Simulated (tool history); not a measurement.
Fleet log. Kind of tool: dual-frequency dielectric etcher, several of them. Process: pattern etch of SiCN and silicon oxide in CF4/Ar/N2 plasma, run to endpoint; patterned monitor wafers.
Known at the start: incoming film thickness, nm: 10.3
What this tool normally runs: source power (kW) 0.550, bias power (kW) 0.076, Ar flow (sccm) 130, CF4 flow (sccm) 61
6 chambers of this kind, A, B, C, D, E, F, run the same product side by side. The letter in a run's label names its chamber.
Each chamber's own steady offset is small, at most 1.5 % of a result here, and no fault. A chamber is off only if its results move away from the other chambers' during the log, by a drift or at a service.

run,hour,source power (kW),bias power (kW),Ar flow (sccm),CF4 flow (sccm),endpoint time (s)
1A,7.5,0.550,0.076,130,61,10.528
# hour 17.6: chamber A: wet clean of the chamber
# hour 17.8: chamber D: bias power generator calibrated
2D,18.6,0.550,0.076,130,61,10.499
3E,29.8,0.550,0.076,130,61,10.527
4B,43.2,0.550,0.076,130,61,10.441
5F,58.1,0.550,0.076,130,61,10.683
6C,69.5,0.550,0.076,130,61,10.609
7E,83.5,0.550,0.076,130,51,10.869
8A,92.6,0.550,0.076,130,51,10.798
9F,102.4,0.550,0.076,130,51,10.970
# hour 102.7: chamber B: wet clean of the chamber
10C,110.8,0.550,0.076,130,51,10.869
# hour 121.6: chamber F: source power generator calibrated
11B,122.8,0.550,0.076,130,51,10.805
# hour 126.5: chamber F: wet clean of the chamber
12D,131.4,0.550,0.076,130,51,10.856
13D,145.1,0.550,0.076,130,61,10.443
14C,155.7,0.550,0.076,130,61,10.556
15F,170.5,0.550,0.076,130,61,10.526
# hour 171.1: chamber E: bias power generator calibrated
16E,179.3,0.550,0.076,130,61,10.471
17A,193.9,0.550,0.076,130,61,10.547
# hour 201.1: chamber A: bias power generator calibrated
18B,202.8,0.550,0.076,130,61,10.390
19F,210.8,0.550,0.076,130,61,10.591
20E,220.6,0.550,0.076,130,61,10.557
# hour 227.4: chamber E: wet clean of the chamber
21B,231.1,0.550,0.076,130,61,10.443
22D,244.8,0.550,0.076,130,61,10.432
23A,252.4,0.550,0.076,130,61,10.538
24C,267.4,0.550,0.076,106,54,10.270
25F,281.4,0.550,0.076,106,54,10.524
26E,290.7,0.550,0.076,106,54,10.298
27C,299.6,0.550,0.076,106,54,10.222
28B,307.8,0.550,0.076,106,54,10.271
29A,321.3,0.550,0.076,106,54,10.415
30D,330.7,0.550,0.076,119,53,10.538
# hour 338.7: chamber F: CF4 flow controller replaced
31C,339.4,0.550,0.076,119,53,10.404
32D,353.3,0.550,0.076,119,53,10.578
# hour 358.3: chamber D: wet clean of the chamber
33F,361.3,0.550,0.076,119,53,10.748
34A,368.1,0.550,0.076,119,53,10.625
35B,382.6,0.550,0.076,119,53,10.560
36E,392.5,0.550,0.076,130,61,10.509
37F,399.9,0.550,0.076,130,61,10.634
38C,410.4,0.550,0.076,130,61,10.193
# hour 422.6: chamber A: wet clean of the chamber
39A,425.0,0.550,0.076,130,61,10.501
40E,439.4,0.550,0.076,130,61,10.483
41D,449.0,0.550,0.076,130,61,10.552
42B,457.4,0.550,0.076,130,61,10.403

All 6 chambers run these settings next. Forecast each chamber's results:
43A,468.2,0.550,0.076,130,61,?
43B,468.2,0.550,0.076,130,61,?
43C,468.2,0.550,0.076,130,61,?
43D,468.2,0.550,0.076,130,61,?
43E,468.2,0.550,0.076,130,61,?
43F,468.2,0.550,0.076,130,61,?

run,endpoint time (s)
43A,10.532
43B,10.406
43C,10.152
43D,10.540
43E,10.538
43F,10.569
